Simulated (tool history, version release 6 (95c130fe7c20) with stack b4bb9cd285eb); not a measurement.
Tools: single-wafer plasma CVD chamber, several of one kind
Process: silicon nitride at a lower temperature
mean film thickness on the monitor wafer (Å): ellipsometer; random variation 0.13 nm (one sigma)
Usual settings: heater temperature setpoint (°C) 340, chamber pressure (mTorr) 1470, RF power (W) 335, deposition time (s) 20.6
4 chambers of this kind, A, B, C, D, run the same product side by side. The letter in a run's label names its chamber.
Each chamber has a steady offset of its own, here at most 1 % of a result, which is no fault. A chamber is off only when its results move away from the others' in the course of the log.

| run | hour | heater temperature setpoint (°C) | chamber pressure (mTorr) | RF power (W) | deposition time (s) | hours since the last thermocouple change | hours since the last RF generator calibration | hours since the last manometer calibration | read-back reference wafer on the same gauge, thickness_nm | mean film thickness on the monitor wafer (Å) |
|---|---|---|---|---|---|---|---|---|---|---|
| 1A | 8.3 | 340 | 1470 | 335 | 20.6 | 42 | 109.4 | 1398.8 | 21.882 | 255.42 |
| 2B | 16.7 | 340 | 1470 | 335 | 20.6 | 1313.5 | 1037.7 | 1799.9 | 21.911 | 252.93 |
| 3C | 24.4 | 340 | 1470 | 335 | 20.6 | 1510.6 | 1477.2 | 2229.6 | 21.909 | 255.21 |
| 4D | 31.3 | 340 | 1470 | 335 | 20.6 | 625 | 437.5 | 2565 | 21.911 | 256.7 |
| 5A | 39.4 | 340 | 1580 | 335 | 20.6 | 73.1 | 140.5 | 1429.9 | 21.881 | 257.96 |
| 6B | 47.7 | 340 | 1580 | 335 | 20.6 | 1344.5 | 1068.7 | 1830.9 | 21.901 | 257.71 |
| 7C | 55.7 | 340 | 1580 | 335 | 20.6 | 1541.9 | 1508.5 | 2260.9 | 21.875 | 258.36 |
| 8D | 61.9 | 340 | 1580 | 335 | 20.6 | 655.6 | 468.1 | 2595.6 | 21.892 | 262.42 |
| 9C | 68 | 340 | 1470 | 335 | 20.6 | 1554.2 | 1520.8 | 2273.2 | 21.896 | 252.63 |
| 10D | 74.4 | 340 | 1470 | 335 | 20.6 | 668.1 | 480.6 | 2608.1 | 21.871 | 255.96 |
| 11A | 80.9 | 340 | 1470 | 335 | 20.6 | 114.6 | 182 | 1471.4 | 21.882 | 254.89 |
| 12B | 89.9 | 340 | 1470 | 335 | 20.6 | 1386.7 | 1110.9 | 1873.1 | 21.901 | 251.88 |
| 13A | 97.6 | 340 | 1470 | 335 | 20.6 | 131.3 | 198.7 | 1488.1 | 21.928 | 252.67 |
| 14D | 104.1 | 340 | 1470 | 335 | 20.6 | 697.8 | 510.3 | 2637.8 | 21.911 | 257.15 |
|  | 108.2 | chamber B: capacitance manometer re-zeroed and calibrated |
| 15C | 109.6 | 340 | 1470 | 335 | 20.6 | 1595.8 | 1562.4 | 2314.8 | 21.908 | 250.3 |
| 16B | 116.5 | 340 | 1470 | 335 | 20.6 | 1413.3 | 1137.5 | 8.3 | 21.896 | 253.24 |
|  | 122.1 | chamber C: capacitance manometer re-zeroed and calibrated |
| 17C | 125.7 | 340 | 1470 | 335 | 20.6 | 1611.9 | 1578.5 | 3.7 | 21.903 | 250.22 |
| 18D | 131.8 | 340 | 1470 | 335 | 20.6 | 725.5 | 538 | 2665.5 | 21.916 | 256.05 |
| 19A | 141.1 | 340 | 1470 | 335 | 20.6 | 174.8 | 242.2 | 1531.6 | 21.9 | 254.79 |
| 20B | 150.2 | 340 | 1470 | 335 | 20.6 | 1447 | 1171.2 | 42 | 21.891 | 254.1 |
|  | 154.4 | chamber A: capacitance manometer re-zeroed and calibrated |
| 21B | 158.7 | 340 | 1470 | 335 | 20.6 | 1455.5 | 1179.7 | 50.5 | 21.915 | 252.17 |
| 22C | 166.8 | 340 | 1470 | 335 | 20.6 | 1653 | 1619.6 | 44.8 | 21.919 | 248.03 |
| 23D | 171.2 | 340 | 1470 | 335 | 20.6 | 764.9 | 577.4 | 2704.9 | 21.904 | 257.88 |
| 24A | 178.4 | 331 | 1470 | 310 | 20.6 | 212.1 | 279.5 | 24.1 | 21.903 | 242.71 |
| 25A | 187.6 | 331 | 1470 | 310 | 20.6 | 221.3 | 288.7 | 33.3 | 21.915 | 241.3 |
| 26D | 193.9 | 331 | 1470 | 310 | 20.6 | 787.6 | 600.1 | 2727.6 | 21.927 | 245.59 |
| 27B | 202.2 | 331 | 1470 | 310 | 20.6 | 1499 | 1223.2 | 94 | 21.873 | 243.26 |
| 28C | 208 | 340 | 1470 | 335 | 20.6 | 1694.2 | 1660.8 | 86 | 21.895 | 247.44 |
| 29C | 215.4 | 340 | 1470 | 335 | 20.6 | 1701.6 | 1668.2 | 93.4 | 21.929 | 244.84 |
| 30D | 224.7 | 340 | 1470 | 335 | 20.6 | 818.4 | 630.9 | 2758.4 | 21.902 | 255.45 |
| 31B | 232.8 | 351 | 1310 | 335 | 20.6 | 1529.6 | 1253.8 | 124.6 | 21.881 | 243.68 |

What goes on in this fleet: one chamber off, a drifting gauge, or nothing beyond the chambers' own small offsets? Name the chamber and the cause, if any.

Chamber C drifts away from the others.
Cause: delivered RF power below the setpoint (%) = 4.4.

Here are 4 candidates for chamber C's next run, each the usual settings with a change, their results left as question marks. Which one brings its results back in line with what the others give on the usual settings?
In line means no further than this from the other chambers' mean on the usual settings: mean film thickness on the monitor wafer (Å) 4.6
| 32C-1 | 239.6 | 340 | 1460 | 330 | 20.2 |  |  |  |  | ? |
| 32C-2 | 239.6 | 340 | 1510 | 335 | 21.8 |  |  |  |  | ? |
| 32C-3 | 239.6 | 340 | 1430 | 335 | 19.4 |  |  |  |  | ? |
| 32C-4 | 239.6 | 340 | 1480 | 340 | 21 |  |  |  |  | ? |

The other chambers' mean on the usual settings: mean film thickness on the monitor wafer (Å) 254.55
| run | mean film thickness on the monitor wafer (Å) |
|---|---|
| 32C-1 | 239.11 |
| 32C-2 | 263.1 |
| 32C-3 | 230.63 |
| 32C-4 | 254.55 |
32C-4 brings the chamber back in line.
